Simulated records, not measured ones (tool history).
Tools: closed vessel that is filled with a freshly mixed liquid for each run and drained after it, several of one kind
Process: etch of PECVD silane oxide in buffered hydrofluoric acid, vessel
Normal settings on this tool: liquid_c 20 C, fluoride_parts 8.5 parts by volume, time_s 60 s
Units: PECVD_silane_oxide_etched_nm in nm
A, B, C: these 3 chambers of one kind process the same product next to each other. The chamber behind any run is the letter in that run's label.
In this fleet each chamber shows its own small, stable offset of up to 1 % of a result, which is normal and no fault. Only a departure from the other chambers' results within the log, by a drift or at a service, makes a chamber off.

run,hour,liquid_c,fluoride_parts,time_s,hours since the thermometer was replaced,hours since the hydrofluoric acid flow meter was replaced,"read-back film thickness of the PECVD silane oxide reference wafer, read on the same gauge (nm)",PECVD_silane_oxide_etched_nm
1B,10.2,20,8.5,60,2605.2,669.9,79.991,84.680
2C,20.6,20,8.5,60,215.8,1445.7,80.002,84.190
3A,26.9,20,8.5,60,898.6,454.5,79.991,83.792
4A,33.0,20,8.5,60,904.7,460.6,79.991,84.683
5C,43.6,20,8.5,60,238.8,1468.7,79.954,83.595
6B,55.2,20,10.5,30,2650.2,714.9,80.009,35.626
7A,62.7,20,10.5,30,934.4,490.3,80.058,35.482
8B,72.0,20,10.5,30,2667.0,731.7,80.017,35.689
9C,78.3,20,8.5,60,273.5,1503.4,79.987,84.101
10C,85.5,20,8.5,60,280.7,1510.6,80.016,83.806
11B,90.9,20,5.0,60,2685.9,750.6,79.999,141.640
12A,100.2,20,5.0,60,971.9,527.8,80.028,139.990
13B,108.7,20,5.0,60,2703.7,768.4,80.013,141.620
14A,116.8,20,8.5,95,988.5,544.4,79.981,135.430
15C,126.4,20,8.5,95,321.6,1551.5,79.995,132.990
16C,138.4,20,8.5,95,333.6,1563.5,80.013,132.740
17B,145.9,20,8.5,60,2740.9,805.6,80.017,85.087
18A,152.9,20,8.5,60,1024.6,580.5,79.988,86.242
19A,164.4,20,11.0,75,1036.1,592.0,80.018,86.918
20B,172.7,20,11.0,75,2767.7,832.4,79.995,84.939
21C,181.1,20,11.0,75,376.3,1606.2,80.056,84.604
22A,189.8,20,8.5,60,1061.5,617.4,79.998,87.182
23B,197.7,20,8.5,60,2792.7,857.4,79.999,85.261
24C,206.4,20,8.5,60,401.6,1631.5,79.981,83.419
25A,211.9,20,8.5,60,1083.6,639.5,80.009,87.121
# hour 220.9: chamber B: thermometer replaced
# hour 221.4: chamber C: hydrofluoric acid flow meter replaced
26B,222.6,20,8.5,60,1.8,882.3,79.994,86.080
27C,233.2,20,8.5,60,428.4,11.9,80.011,83.770
28C,242.8,20,8.5,60,438.0,21.5,80.019,83.856
29A,251.5,20,8.5,60,1123.2,679.1,80.014,87.789
30B,263.2,20,8.5,60,42.4,922.9,80.011,85.510
31C,268.9,20,8.5,60,464.1,47.6,79.996,83.661
32B,277.0,20,8.5,60,56.2,936.7,80.012,85.557
33A,286.9,20,8.5,60,1158.6,714.5,80.017,88.526
34C,297.9,20,8.5,60,493.1,76.6,79.975,84.202
35B,303.4,18,6.0,60,82.6,963.1,79.982,107.630
36A,313.5,18,6.0,60,1185.2,741.1,79.983,110.930
37C,320.7,18,6.0,60,515.9,99.4,79.981,104.500
38A,330.2,20,8.5,60,1201.9,757.8,80.003,88.855
39B,341.7,20,8.5,60,120.9,1001.4,80.032,85.576
40B,353.6,20,8.5,60,132.8,1013.3,79.963,85.672

For the next run the whole fleet of 3 chambers uses the same settings. Give each chamber's results:
41A,362.4,23,8.5,60,,,,?
41B,362.4,23,8.5,60,,,,?
41C,362.4,23,8.5,60,,,,?

run,PECVD_silane_oxide_etched_nm
41A,105.780
41B,101.470
41C,98.623
